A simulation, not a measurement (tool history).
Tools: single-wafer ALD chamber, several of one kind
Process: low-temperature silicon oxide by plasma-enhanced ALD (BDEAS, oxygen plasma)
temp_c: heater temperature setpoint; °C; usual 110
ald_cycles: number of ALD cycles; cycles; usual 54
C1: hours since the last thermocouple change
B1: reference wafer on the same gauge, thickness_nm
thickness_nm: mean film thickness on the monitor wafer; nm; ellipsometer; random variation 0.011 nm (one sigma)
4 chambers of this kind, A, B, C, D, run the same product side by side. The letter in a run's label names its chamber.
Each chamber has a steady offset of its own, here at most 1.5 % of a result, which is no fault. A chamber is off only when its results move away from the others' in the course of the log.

Run 1D, day 0.638: usual settings; C1 1004; B1 6.0711. Result: thickness_nm 7.5547 nm.
Run 2B, day 1.088: usual settings; C1 1281.7; B1 6.0718. Result: thickness_nm 7.6497 nm.
Run 3A, day 1.571: usual settings; C1 459.8; B1 6.0747. Result: thickness_nm 7.5535 nm.
Run 4C, day 1.996: usual settings; C1 1762.5; B1 6.0738. Result: thickness_nm 7.4857 nm.
Run 5D, day 2.625: usual settings; C1 1051.7; B1 6.0774. Result: thickness_nm 7.5672 nm.
Run 6C, day 3.254: usual settings; C1 1792.7; B1 6.0779. Result: thickness_nm 7.5286 nm.
Run 7B, day 3.738: usual settings but temp_c 118 °C, ald_cycles 58 cycles; C1 1345.3; B1 6.0754. Result: thickness_nm 8.0981 nm.
Run 8A, day 4.217: usual settings but temp_c 118 °C, ald_cycles 58 cycles; C1 523.3; B1 6.0807. Result: thickness_nm 8.013 nm.
Run 9C, day 4.583: usual settings but temp_c 118 °C, ald_cycles 58 cycles; C1 1824.6; B1 6.0821. Result: thickness_nm 7.9481 nm.
Run 10D, day 5.088: usual settings but temp_c 118 °C, ald_cycles 58 cycles; C1 1110.8; B1 6.0813. Result: thickness_nm 7.9975 nm.
Run 11A, day 5.708: usual settings; C1 559.1; B1 6.0847. Result: thickness_nm 7.5714 nm.
Run 12B, day 6.092: usual settings; C1 1401.8; B1 6.0826. Result: thickness_nm 7.6637 nm.
Run 13A, day 6.421: usual settings; C1 576.2; B1 6.0849. Result: thickness_nm 7.574 nm.
Run 14C, day 7.05: usual settings; C1 1883.8; B1 6.0838. Result: thickness_nm 7.505 nm.
Run 15D, day 7.658: usual settings; C1 1172.5; B1 6.0881. Result: thickness_nm 7.5438 nm.
Run 16B, day 8.138: usual settings; C1 1450.9; B1 6.0884. Result: thickness_nm 7.6912 nm.
Run 17C, day 8.5: usual settings; C1 1918.6; B1 6.088. Result: thickness_nm 7.5061 nm.
Run 18B, day 9.138: usual settings; C1 1474.9; B1 6.0936. Result: thickness_nm 7.6537 nm.
Run 19A, day 9.467: usual settings; C1 649.3; B1 6.0922. Result: thickness_nm 7.5983 nm.
Run 20D, day 10.112: usual settings but temp_c 98 °C, ald_cycles 57 cycles; C1 1231.4; B1 6.0951. Result: thickness_nm 8.1726 nm.
Run 21C, day 10.425: usual settings but temp_c 98 °C, ald_cycles 57 cycles; C1 1964.8; B1 6.0941. Result: thickness_nm 8.1304 nm.
Run 22D, day 11.012: usual settings but temp_c 98 °C, ald_cycles 57 cycles; C1 1253; B1 6.0949. Result: thickness_nm 8.1918 nm.
Run 23B, day 11.571: usual settings but temp_c 98 °C, ald_cycles 57 cycles; C1 1533.3; B1 6.097. Result: thickness_nm 8.3074 nm.
Run 24A, day 12.096: usual settings; C1 712.4; B1 6.0992. Result: thickness_nm 7.6089 nm.
Run 25B, day 12.579: usual settings; C1 1557.5; B1 6.1027. Result: thickness_nm 7.6882 nm.
Run 26A, day 13.154: usual settings; C1 737.8; B1 6.1024. Result: thickness_nm 7.6066 nm.
Run 27D, day 13.504: usual settings; C1 1312.8; B1 6.1018. Result: thickness_nm 7.5836 nm.
Run 28C, day 13.933: usual settings; C1 2049; B1 6.1016. Result: thickness_nm 7.5026 nm.
Run 29A, day 14.475: usual settings; C1 769.5; B1 6.1046. Result: thickness_nm 7.616 nm.
Run 30D, day 14.8: usual settings but temp_c 115 °C, ald_cycles 61 cycles; C1 1343.9; B1 6.1039. Result: thickness_nm 8.4796 nm.
Run 31B, day 15.358: usual settings but temp_c 115 °C, ald_cycles 61 cycles; C1 1624.2; B1 6.1031. Result: thickness_nm 8.6026 nm.
Run 32C, day 15.692: usual settings but temp_c 115 °C, ald_cycles 61 cycles; C1 2091.2; B1 6.106. Result: thickness_nm 8.426 nm.

Is one chamber off against the others, does the gauge drift, or is nothing wrong? If a chamber is off, say which, and what the likeliest cause is.

The gauge drifts, so all chambers seem to drift together. No chamber is off.
Cause: gauge reads high (%) = 0.622.
